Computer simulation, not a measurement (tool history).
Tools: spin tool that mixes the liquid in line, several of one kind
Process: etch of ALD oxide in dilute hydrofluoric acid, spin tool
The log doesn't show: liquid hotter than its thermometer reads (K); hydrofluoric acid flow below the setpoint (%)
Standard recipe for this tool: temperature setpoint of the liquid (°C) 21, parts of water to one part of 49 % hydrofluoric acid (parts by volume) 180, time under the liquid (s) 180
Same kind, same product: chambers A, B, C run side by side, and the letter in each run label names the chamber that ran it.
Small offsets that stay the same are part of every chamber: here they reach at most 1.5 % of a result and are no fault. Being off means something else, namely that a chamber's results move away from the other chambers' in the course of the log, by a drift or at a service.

| run | hour | temperature setpoint of the liquid (°C) | parts of water to one part of 49 % hydrofluoric acid (parts by volume) | time under the liquid (s) | hours since the thermometer was replaced | hours since the hydrofluoric acid flow meter was replaced | read-back film thickness of the ALD oxide reference wafer, read on the same gauge (nm) | thickness taken off the ALD oxide on a monitor wafer (nm) |
|---|---|---|---|---|---|---|---|---|
| 1B | 4.8 | 21 | 180 | 180 | 541.6 | 889.2 | 30.019 | 13.004 |
| 2C | 13.3 | 21 | 180 | 180 | 380.8 | 815.9 | 29.999 | 13.25 |
| 3A | 20.4 | 21 | 180 | 180 | 1262.3 | 81.4 | 29.989 | 13.148 |
| 4C | 27.2 | 21 | 180 | 180 | 394.7 | 829.8 | 30.031 | 13.151 |
| 5A | 34.7 | 21 | 180 | 180 | 1276.6 | 95.7 | 30.016 | 13.017 |
| 6B | 40 | 21 | 180 | 180 | 576.8 | 924.4 | 29.983 | 13.154 |
| 7A | 47.8 | 21 | 180 | 180 | 1289.7 | 108.8 | 29.999 | 13.225 |
| 8B | 56.9 | 21 | 180 | 180 | 593.7 | 941.3 | 30.018 | 13.173 |
| 9C | 65.3 | 21 | 180 | 180 | 432.8 | 867.9 | 29.987 | 13.345 |
| 10A | 74.8 | 21 | 180 | 180 | 1316.7 | 135.8 | 29.99 | 13.237 |
| 11C | 79.5 | 22.5 | 180 | 180 | 447 | 882.1 | 30.013 | 14.037 |
| 12B | 87 | 22.5 | 180 | 180 | 623.8 | 971.4 | 29.972 | 13.986 |
| 13A | 93.5 | 22.5 | 180 | 180 | 1335.4 | 154.5 | 29.984 | 14.119 |
| 14C | 98.5 | 21 | 180 | 180 | 466 | 901.1 | 30.01 | 13.26 |
| 15B | 106.1 | 18.5 | 180 | 280 | 642.9 | 990.5 | 29.993 | 18.447 |
| 16B | 114.7 | 18.5 | 180 | 280 | 651.5 | 999.1 | 29.973 | 18.44 |
| 17C | 119.2 | 18.5 | 180 | 280 | 486.7 | 921.8 | 29.978 | 18.882 |
| 18A | 124.6 | 21 | 180 | 180 | 1366.5 | 185.6 | 30.02 | 13.301 |
| 19C | 133.9 | 21 | 180 | 180 | 501.4 | 936.5 | 29.99 | 13.337 |
| 20A | 142.2 | 21 | 180 | 180 | 1384.1 | 203.2 | 29.992 | 13.211 |
| 21B | 149.1 | 21 | 180 | 180 | 685.9 | 1033.5 | 30.019 | 13.009 |
| 22C | 156.7 | 21 | 180 | 180 | 524.2 | 959.3 | 30.014 | 13.303 |
| 23B | 165.3 | 21 | 180 | 180 | 702.1 | 1049.7 | 29.964 | 13.176 |
| 24A | 173.8 | 21 | 180 | 180 | 1415.7 | 234.8 | 29.978 | 13.242 |
| 25C | 181.4 | 17 | 180 | 180 | 548.9 | 984 | 30.014 | 11.293 |
|  | 184.8 | chamber B: thermometer replaced |
| 26A | 185.9 | 17 | 180 | 180 | 1427.8 | 246.9 | 30.007 | 11.263 |
| 27B | 193.4 | 17 | 180 | 180 | 8.6 | 1077.8 | 30.006 | 11.037 |
| 28A | 198.1 | 21 | 180 | 180 | 1440 | 259.1 | 29.987 | 13.247 |
| 29C | 205.2 | 21 | 180 | 180 | 572.7 | 1007.8 | 29.993 | 13.239 |
| 30B | 214.3 | 18.5 | 180 | 180 | 29.5 | 1098.7 | 29.98 | 11.906 |
| 31C | 222.2 | 18.5 | 180 | 180 | 589.7 | 1024.8 | 29.963 | 12.083 |
| 32B | 230.1 | 18.5 | 180 | 180 | 45.3 | 1114.5 | 30.004 | 11.698 |
| 33A | 234.7 | 21 | 180 | 180 | 1476.6 | 295.7 | 29.999 | 13.2 |
|  | 237.6 | chamber C: thermometer replaced |
| 34A | 240.4 | 21 | 180 | 180 | 1482.3 | 301.4 | 30.028 | 13.118 |
| 35B | 246.7 | 21 | 180 | 180 | 61.9 | 1131.1 | 29.99 | 13.042 |
| 36C | 253.1 | 21 | 180 | 180 | 15.6 | 1055.7 | 30.035 | 13.408 |
| 37C | 257.6 | 21 | 180 | 180 | 20.1 | 1060.2 | 29.995 | 13.257 |
| 38A | 264.6 | 21 | 180 | 180 | 1506.5 | 325.6 | 29.983 | 13.129 |
| 39B | 272.7 | 21 | 180 | 180 | 87.9 | 1157.1 | 29.994 | 13.225 |
| 40A | 279.8 | 21 | 180 | 180 | 1521.7 | 340.8 | 29.987 | 13.164 |

Is one chamber off against the others, does the gauge drift, or is nothing wrong? If a chamber is off, say which, and what the likeliest cause is.

Beyond each chamber's small constant offset nothing stands out, and the gauge stays steady.
